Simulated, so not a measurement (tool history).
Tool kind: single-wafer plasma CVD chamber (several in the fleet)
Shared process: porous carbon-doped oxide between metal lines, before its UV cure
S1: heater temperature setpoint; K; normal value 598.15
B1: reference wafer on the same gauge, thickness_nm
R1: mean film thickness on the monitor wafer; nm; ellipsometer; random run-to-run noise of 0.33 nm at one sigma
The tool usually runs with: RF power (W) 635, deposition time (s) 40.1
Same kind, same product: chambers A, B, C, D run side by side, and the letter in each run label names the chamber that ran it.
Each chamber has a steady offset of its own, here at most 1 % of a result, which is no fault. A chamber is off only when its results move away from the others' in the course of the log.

-- day=0.154 chamber D: RF generator calibrated
run 1B day=0.233 | S1=598.15 RF_power_(W)=635 deposition_time_(s)=40.1 | B1=236.1 | R1=219.28
run 2A day=0.521 | S1=598.15 RF_power_(W)=635 deposition_time_(s)=40.1 | B1=236.07 | R1=221.9
run 3C day=0.683 | S1=598.15 RF_power_(W)=635 deposition_time_(s)=40.1 | B1=236.05 | R1=221.58
run 4D day=0.862 | S1=598.15 RF_power_(W)=635 deposition_time_(s)=40.1 | B1=236.13 | R1=220.83
-- day=0.875 chamber C: RF generator calibrated
run 5C day=1.146 | S1=598.15 RF_power_(W)=635 deposition_time_(s)=40.1 | B1=236.24 | R1=221.9
run 6D day=1.308 | S1=598.15 RF_power_(W)=635 deposition_time_(s)=40.1 | B1=236.39 | R1=221.06
run 7B day=1.533 | S1=598.15 RF_power_(W)=635 deposition_time_(s)=40.1 | B1=236.41 | R1=220.15
run 8A day=1.712 | S1=598.15 RF_power_(W)=635 deposition_time_(s)=40.1 | B1=236.38 | R1=222.42
run 9C day=1.862 | S1=598.15 RF_power_(W)=635 deposition_time_(s)=40.1 | B1=236.39 | R1=222.23
run 10D day=2.033 | S1=598.15 RF_power_(W)=635 deposition_time_(s)=40.1 | B1=236.51 | R1=220.96
run 11B day=2.312 | S1=605.15 RF_power_(W)=635 deposition_time_(s)=40.1 | B1=236.49 | R1=213.16
run 12A day=2.592 | S1=605.15 RF_power_(W)=635 deposition_time_(s)=40.1 | B1=236.67 | R1=215.2
run 13C day=2.742 | S1=605.15 RF_power_(W)=635 deposition_time_(s)=40.1 | B1=236.64 | R1=215.41
run 14B day=3.029 | S1=605.15 RF_power_(W)=635 deposition_time_(s)=40.1 | B1=236.82 | R1=212.53
run 15D day=3.292 | S1=604.15 RF_power_(W)=635 deposition_time_(s)=44.9 | B1=236.74 | R1=240.19
run 16A day=3.583 | S1=604.15 RF_power_(W)=635 deposition_time_(s)=44.9 | B1=236.87 | R1=241.98
run 17A day=3.838 | S1=604.15 RF_power_(W)=635 deposition_time_(s)=44.9 | B1=236.87 | R1=241.11
run 18D day=4.079 | S1=604.15 RF_power_(W)=635 deposition_time_(s)=44.9 | B1=236.96 | R1=240.43
run 19C day=4.358 | S1=598.15 RF_power_(W)=635 deposition_time_(s)=40.1 | B1=236.98 | R1=223.12
run 20B day=4.538 | S1=598.15 RF_power_(W)=635 deposition_time_(s)=40.1 | B1=236.99 | R1=220.85
run 21B day=4.758 | S1=598.15 RF_power_(W)=635 deposition_time_(s)=40.1 | B1=237.13 | R1=221.13
run 22D day=5 | S1=598.15 RF_power_(W)=635 deposition_time_(s)=40.1 | B1=237.17 | R1=221.88
run 23A day=5.204 | S1=598.15 RF_power_(W)=635 deposition_time_(s)=40.1 | B1=237.22 | R1=223.34
run 24C day=5.458 | S1=608.15 RF_power_(W)=635 deposition_time_(s)=40.1 | B1=237.21 | R1=213.06
run 25A day=5.688 | S1=608.15 RF_power_(W)=635 deposition_time_(s)=40.1 | B1=237.38 | R1=212.5
run 26D day=5.962 | S1=608.15 RF_power_(W)=635 deposition_time_(s)=40.1 | B1=237.41 | R1=211.85
run 27C day=6.142 | S1=608.15 RF_power_(W)=635 deposition_time_(s)=40.1 | B1=237.35 | R1=212.61

Next, all 4 chambers run the settings below, one line each with question marks for the results. What does each chamber give?
run 28A day=6.358 | S1=598.15 RF_power_(W)=635 deposition_time_(s)=40.1 | R1=?
run 28B day=6.358 | S1=598.15 RF_power_(W)=635 deposition_time_(s)=40.1 | R1=?
run 28C day=6.358 | S1=598.15 RF_power_(W)=635 deposition_time_(s)=40.1 | R1=?
run 28D day=6.358 | S1=598.15 RF_power_(W)=635 deposition_time_(s)=40.1 | R1=?

run=28A R1=223.32
run=28B R1=221.28
run=28C R1=222.88
run=28D R1=222.46
